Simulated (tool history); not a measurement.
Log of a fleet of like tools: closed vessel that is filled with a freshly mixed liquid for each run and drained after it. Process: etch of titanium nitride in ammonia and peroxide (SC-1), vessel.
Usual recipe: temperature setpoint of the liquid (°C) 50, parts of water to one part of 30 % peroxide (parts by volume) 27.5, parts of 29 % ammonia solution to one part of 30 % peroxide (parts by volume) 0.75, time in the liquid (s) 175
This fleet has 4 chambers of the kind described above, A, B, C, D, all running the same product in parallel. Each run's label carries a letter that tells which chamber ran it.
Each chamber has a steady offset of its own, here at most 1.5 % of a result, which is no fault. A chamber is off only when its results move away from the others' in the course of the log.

run   hour  temperature setpoint of the liquid (°C)  parts of water to one part of 30 % peroxide (parts by volume)  parts of 29 % ammonia solution to one part of 30 % peroxide (parts by volume)  time in the liquid (s)  hours since the thermometer was replaced  hours since the ammonia flow meter was replaced  hours since the drum of ammonia solution was connected  read-back film thickness of the titanium nitride reference wafer, read on the same gauge (nm)  thickness taken off the titanium nitride on a monitor wafer (Å)
 1C   14.5                                       50                                                           27.5                                                                           0.75                     175                                     486.8                                            613.1                                                   451.1                                                                                         59.995                                                           60.474
 2D   27.4                                       50                                                           27.5                                                                           0.75                     175                                      2400                                           1008.8                                                   187.3                                                                                         60.014                                                           61.806
 3B   40.7                                       50                                                           27.5                                                                           0.75                     175                                    1338.9                                            203.4                                                   204.8                                                                                          60.01                                                           61.146
 4A   55.8                                       50                                                           27.5                                                                           0.75                     175                                     394.4                                            164.1                                                     822                                                                                          59.99                                                           60.196
 5B   67.3                                       50                                                           27.5                                                                           0.75                     175                                    1365.5                                              230                                                   231.4                                                                                         60.006                                                           60.444
 6A   76.5                                       50                                                           27.5                                                                           0.75                     175                                     415.1                                            184.8                                                   842.7                                                                                         60.009                                                           61.087
 7C   90.4                                       50                                                           27.5                                                                           0.75                     175                                     562.7                                              689                                                     527                                                                                         59.992                                                            61.33
      94.3  -- chamber C: new drum of ammonia solution connected
      97.8  -- chamber A: new drum of ammonia solution connected
 8D  103.3                                       50                                                           27.5                                                                           0.75                     175                                    2475.9                                           1084.7                                                   263.2                                                                                          60.01                                                           60.796
 9D  112.6                                       50                                                           27.5                                                                           0.75                     175                                    2485.2                                             1094                                                   272.5                                                                                         59.967                                                           60.887
10B  119.1                                       50                                                           27.5                                                                           0.75                     175                                    1417.3                                            281.8                                                   283.2                                                                                         59.979                                                           60.732
     122.3  -- chamber B: new drum of ammonia solution connected
11C  128.2                                       50                                                           27.5                                                                           0.75                     175                                     600.5                                            726.8                                                      34                                                                                         59.975                                                           61.128
12A    142                                     53.5                                                           27.5                                                                            0.5                     175                                     480.6                                            250.3                                                    44.3                                                                                         60.016                                                           73.521
13B    155                                     53.5                                                           27.5                                                                            0.5                     175                                    1453.2                                            317.7                                                    32.7                                                                                         60.001                                                           72.445
14D  165.9                                     53.5                                                           27.5                                                                            0.5                     175                                    2538.5                                           1147.3                                                   325.8                                                                                         60.005                                                           72.001
15C  176.4                                     53.5                                                           27.5                                                                            0.5                     175                                     648.7                                              775                                                    82.2                                                                                         60.014                                                           72.715
16A  187.8                                       50                                                           27.5                                                                           0.75                     175                                     526.4                                            296.1                                                    90.1                                                                                         60.005                                                           63.306
17B  196.3                                       50                                                           27.5                                                                           0.75                     175                                    1494.5                                              359                                                      74                                                                                         60.009                                                           61.644
18C  207.3                                       50                                                           27.5                                                                           0.75                     175                                     679.6                                            805.9                                                   113.1                                                                                         59.986                                                           62.626
     215.8  -- chamber D: ammonia flow meter replaced
19A  217.3                                       50                                                           27.5                                                                           0.75                     175                                     555.9                                            325.6                                                   119.6                                                                                         60.034                                                           63.369
20D  226.8                                       50                                                           27.5                                                                           0.75                     175                                    2599.4                                               11                                                   386.7                                                                                         59.999                                                           60.966
21B  240.8                                       50                                                           27.5                                                                           0.75                     175                                      1539                                            403.5                                                   118.5                                                                                         59.973                                                           60.642
22A  248.6                                       50                                                           27.5                                                                           0.75                     175                                     587.2                                            356.9                                                   150.9                                                                                         60.016                                                           64.419
23C  261.8                                       50                                                           27.5                                                                           0.75                     175                                     734.1                                            860.4                                                   167.6                                                                                         60.028                                                           60.427
24D  276.9                                       50                                                           27.5                                                                           0.75                     175                                    2649.5                                             61.1                                                   436.8                                                                                          60.02                                                           61.186
25C  286.8                                       50                                                           27.5                                                                           0.75                     175                                     759.1                                            885.4                                                   192.6                                                                                         59.989                                                           61.494
26B  299.5                                       50                                                           27.5                                                                           0.75                     175                                    1597.7                                            462.2                                                   177.2                                                                                         59.994                                                           60.577
27A  308.9                                       50                                                           27.5                                                                           0.75                     175                                     647.5                                            417.2                                                   211.2                                                                                         59.981                                                           64.477
28D  322.4                                       50                                                           27.5                                                                           0.75                     175                                      2695                                            106.6                                                   482.3                                                                                         60.007                                                           60.388
29A  335.9                                       50                                                           27.5                                                                           0.75                     175                                     674.5                                            444.2                                                   238.2                                                                                         60.005                                                           65.233

Is one chamber out of step, is the gauge drifting, or do the chambers differ by no more than their own small offsets? For an off chamber, give its letter and the likeliest cause.

One chamber, A, drifts off from the rest bit by bit.
Likeliest cause: liquid hotter than its thermometer reads (K) = 1.21.

Below are 4 candidate recipes for chamber A's next run, each the usual settings with a change, their results shown as question marks. Which of them brings A's results back in line with what the other chambers give on the usual settings?
Counts as in line when no further than this from what the other chambers average on the usual settings: thickness taken off the titanium nitride on a monitor wafer (Å) 1.8
30A-1  346.8                                       50                                                           27.5                                                                            0.8                     175                                                                                                                                                                                                                                                                                                                  ?
30A-2  346.8                                       49                                                           27.5                                                                           0.75                     175                                                                                                                                                                                                                                                                                                                  ?
30A-3  346.8                                     50.5                                                             27                                                                           0.75                     180                                                                                                                                                                                                                                                                                                                  ?
30A-4  346.8                                       50                                                           27.5                                                                            0.7                     175                                                                                                                                                                                                                                                                                                                  ?

The other chambers' mean on the usual settings: thickness taken off the titanium nitride on a monitor wafer (Å) 61.15
  run  thickness taken off the titanium nitride on a monitor wafer (Å)
30A-1                                                             66.2
30A-2                                                           61.037
30A-3                                                           70.417
30A-4                                                           64.594
30A-2 brings the chamber back in line.
